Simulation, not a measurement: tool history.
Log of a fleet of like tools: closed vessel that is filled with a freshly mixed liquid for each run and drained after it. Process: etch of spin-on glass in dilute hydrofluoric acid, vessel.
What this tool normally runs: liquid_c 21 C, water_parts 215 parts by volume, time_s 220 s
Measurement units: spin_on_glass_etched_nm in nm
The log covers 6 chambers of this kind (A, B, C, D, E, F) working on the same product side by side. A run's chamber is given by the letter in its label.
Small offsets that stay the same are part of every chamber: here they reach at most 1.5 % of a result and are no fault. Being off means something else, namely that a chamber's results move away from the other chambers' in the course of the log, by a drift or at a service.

run	hour	liquid_c	water_parts	time_s	hours since the thermometer was replaced	hours since the hydrofluoric acid flow meter was replaced	read-back film thickness of the spin-on glass reference wafer, read on the same gauge (nm)	spin_on_glass_etched_nm
1A	9.1	21	215	220	740.8	378.5	30.000	17.038
2B	15.8	21	215	220	1669.4	123.6	29.975	16.962
# hour 23.8: chamber A: hydrofluoric acid flow meter replaced
3C	26.3	21	215	220	443.2	321.1	30.024	16.789
4F	34.9	21	215	220	1952.3	551.0	29.991	16.948
5E	44.7	21	215	220	791.6	129.2	30.000	16.857
6D	53.6	21	215	220	280.2	1117.5	29.968	16.541
7A	60.1	21	215	220	791.8	36.4	29.998	16.924
8C	68.7	21	215	220	485.6	363.5	29.984	16.737
9F	77.7	21	215	220	1995.1	593.8	30.028	16.907
10D	83.3	21	215	220	309.9	1147.2	29.992	16.525
11B	88.0	21	215	220	1741.6	195.8	30.031	16.969
12E	93.9	21	215	220	840.8	178.4	30.023	17.123
13E	101.4	21	215	220	848.3	185.9	30.003	16.984
14C	109.1	21	215	220	526.0	403.9	29.995	16.734
15D	114.6	21	215	220	341.2	1178.5	29.989	16.632
16F	125.2	21	215	220	2042.6	641.3	29.986	17.186
17B	135.4	21	215	220	1789.0	243.2	29.988	16.983
18A	144.0	21	215	220	875.7	120.3	29.984	16.982
19D	149.1	21	215	220	375.7	1213.0	29.973	16.718
20F	154.5	21	215	220	2071.9	670.6	29.969	17.463
# hour 159.6: chamber D: hydrofluoric acid flow meter replaced
21A	164.3	21	215	220	896.0	140.6	30.022	16.915
22B	169.0	21	215	220	1822.6	276.8	29.990	16.936
23C	174.5	21	215	220	591.4	469.3	29.984	16.838
24E	183.1	21	215	220	930.0	267.6	29.951	16.899
25C	188.0	21	215	220	604.9	482.8	29.992	16.608
# hour 195.4: chamber E: thermometer replaced
26F	196.8	21	215	220	2114.2	712.9	30.001	17.252
27A	204.2	21	215	220	935.9	180.5	29.994	16.974
28D	214.7	21	215	220	441.3	55.1	30.000	16.460
29B	223.6	21	215	220	1877.2	331.4	29.953	16.755
30E	228.2	21	215	220	32.8	312.7	29.980	17.053
# hour 235.8: chamber B: thermometer replaced
31E	237.9	21	215	220	42.5	322.4	30.006	17.047
32D	242.5	21	215	220	469.1	82.9	29.998	16.540
33C	252.1	21	215	220	669.0	546.9	29.985	16.520
34A	257.6	21	215	220	989.3	233.9	29.996	17.270
35B	262.8	21	215	220	27.1	370.6	30.032	16.926
36F	268.4	21	215	220	2185.8	784.5	30.024	17.797
37D	273.2	21	215	220	499.8	113.6	29.958	16.570
38A	279.5	21	215	220	1011.2	255.8	29.994	17.148

All 6 chambers run these settings next. Forecast each chamber's results:
39A	287.1	21	215	220				?
39B	287.1	21	215	220				?
39C	287.1	21	215	220				?
39D	287.1	21	215	220				?
39E	287.1	21	215	220				?
39F	287.1	21	215	220				?

run	spin_on_glass_etched_nm
39A	17.123
39B	16.790
39C	16.725
39D	16.599
39E	16.766
39F	17.819

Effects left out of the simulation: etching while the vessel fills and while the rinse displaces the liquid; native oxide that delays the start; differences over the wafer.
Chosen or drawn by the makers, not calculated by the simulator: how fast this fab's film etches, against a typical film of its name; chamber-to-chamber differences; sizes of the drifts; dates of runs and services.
